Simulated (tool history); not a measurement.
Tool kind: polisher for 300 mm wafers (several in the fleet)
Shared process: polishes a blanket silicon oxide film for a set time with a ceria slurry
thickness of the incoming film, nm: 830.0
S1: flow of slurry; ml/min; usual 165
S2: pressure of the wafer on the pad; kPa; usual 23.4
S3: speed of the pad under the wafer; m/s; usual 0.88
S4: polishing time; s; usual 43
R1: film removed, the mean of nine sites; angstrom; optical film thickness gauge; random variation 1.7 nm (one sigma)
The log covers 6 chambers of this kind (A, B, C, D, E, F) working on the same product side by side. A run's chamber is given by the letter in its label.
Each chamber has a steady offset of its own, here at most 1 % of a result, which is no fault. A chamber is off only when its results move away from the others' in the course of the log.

run,hour,S1,S2,S3,S4,R1
1B,6.1,165,23.4,0.88,43,1759.3
2C,11.8,165,23.4,0.88,43,1774.0
3D,17.1,165,23.4,0.88,43,1756.3
# hour 18.2: chamber C: worn pad replaced by a new one
4A,21.8,165,23.4,0.88,43,1757.6
5E,28.3,165,23.4,0.88,43,1762.9
6F,34.8,165,23.4,1.14,36,1957.5
# hour 35.1: chamber E: slurry nozzle cleaned
7A,38.1,165,23.4,1.14,36,1911.0
# hour 39.0: chamber B: worn pad replaced by a new one
# hour 40.0: chamber E: worn pad replaced by a new one
8B,41.5,165,23.4,1.14,36,1904.4
# hour 43.6: chamber A: worn pad replaced by a new one
9C,44.6,165,23.4,1.14,36,1926.5
# hour 48.4: chamber F: worn pad replaced by a new one
10F,49.7,165,23.4,1.14,36,1912.9
11E,53.4,165,23.4,1.14,36,1972.4
12D,59.8,165,23.4,0.88,43,1776.2
# hour 61.8: chamber D: worn pad replaced by a new one
13B,63.8,165,23.4,0.88,43,1763.6
14F,68.1,165,23.4,0.88,43,1806.4
15C,73.4,165,23.4,0.88,43,1788.4
16E,79.8,165,23.4,0.88,43,1805.4
17D,83.1,165,23.4,0.88,43,1781.5
# hour 85.1: chamber A: slurry nozzle cleaned
18A,86.0,165,23.4,0.88,43,1780.0
19B,88.8,165,23.4,0.88,43,1800.6
# hour 92.6: chamber C: worn pad replaced by a new one
20A,94.0,165,23.4,0.88,43,1748.5
# hour 98.5: chamber A: worn pad replaced by a new one
# hour 99.4: chamber C: head pressure recalibrated
21C,100.2,200,23.4,0.88,43,1825.8
22F,104.3,200,23.4,0.88,43,1861.6
23E,107.6,200,23.4,0.88,43,1836.7
24D,113.7,200,23.4,0.88,43,1784.4
# hour 117.9: chamber F: worn pad replaced by a new one
25A,119.3,200,23.4,0.88,43,1824.9
# hour 123.2: chamber E: worn pad replaced by a new one
26E,123.5,200,23.4,0.88,43,1837.9
27B,127.3,165,23.4,0.88,43,1758.9
28F,130.4,165,23.4,0.88,43,1775.0
# hour 135.7: chamber B: worn pad replaced by a new one
29D,136.8,165,23.4,0.88,43,1746.6
# hour 137.8: chamber D: worn pad replaced by a new one
30C,142.2,165,23.4,0.88,43,1806.1
31F,145.2,165,23.4,0.88,56,2346.2
# hour 146.8: chamber A: worn pad replaced by a new one
32C,150.0,165,23.4,0.88,56,2308.7
33D,156.3,165,23.4,0.88,56,2282.8
34A,160.0,165,23.4,0.88,56,2297.5
35E,165.8,165,23.4,0.88,56,2340.0
36B,170.2,165,23.4,0.88,56,2323.7
37F,175.2,165,23.4,0.88,43,1789.6

Each of the 6 chambers runs these same settings next. Fill in every chamber's results:
38A,179.9,165,26.2,0.88,43,?
38B,179.9,165,26.2,0.88,43,?
38C,179.9,165,26.2,0.88,43,?
38D,179.9,165,26.2,0.88,43,?
38E,179.9,165,26.2,0.88,43,?
38F,179.9,165,26.2,0.88,43,?

run,R1
38A,1977.5
38B,2014.2
38C,1997.7
38D,1970.5
38E,1995.7
38F,2014.9
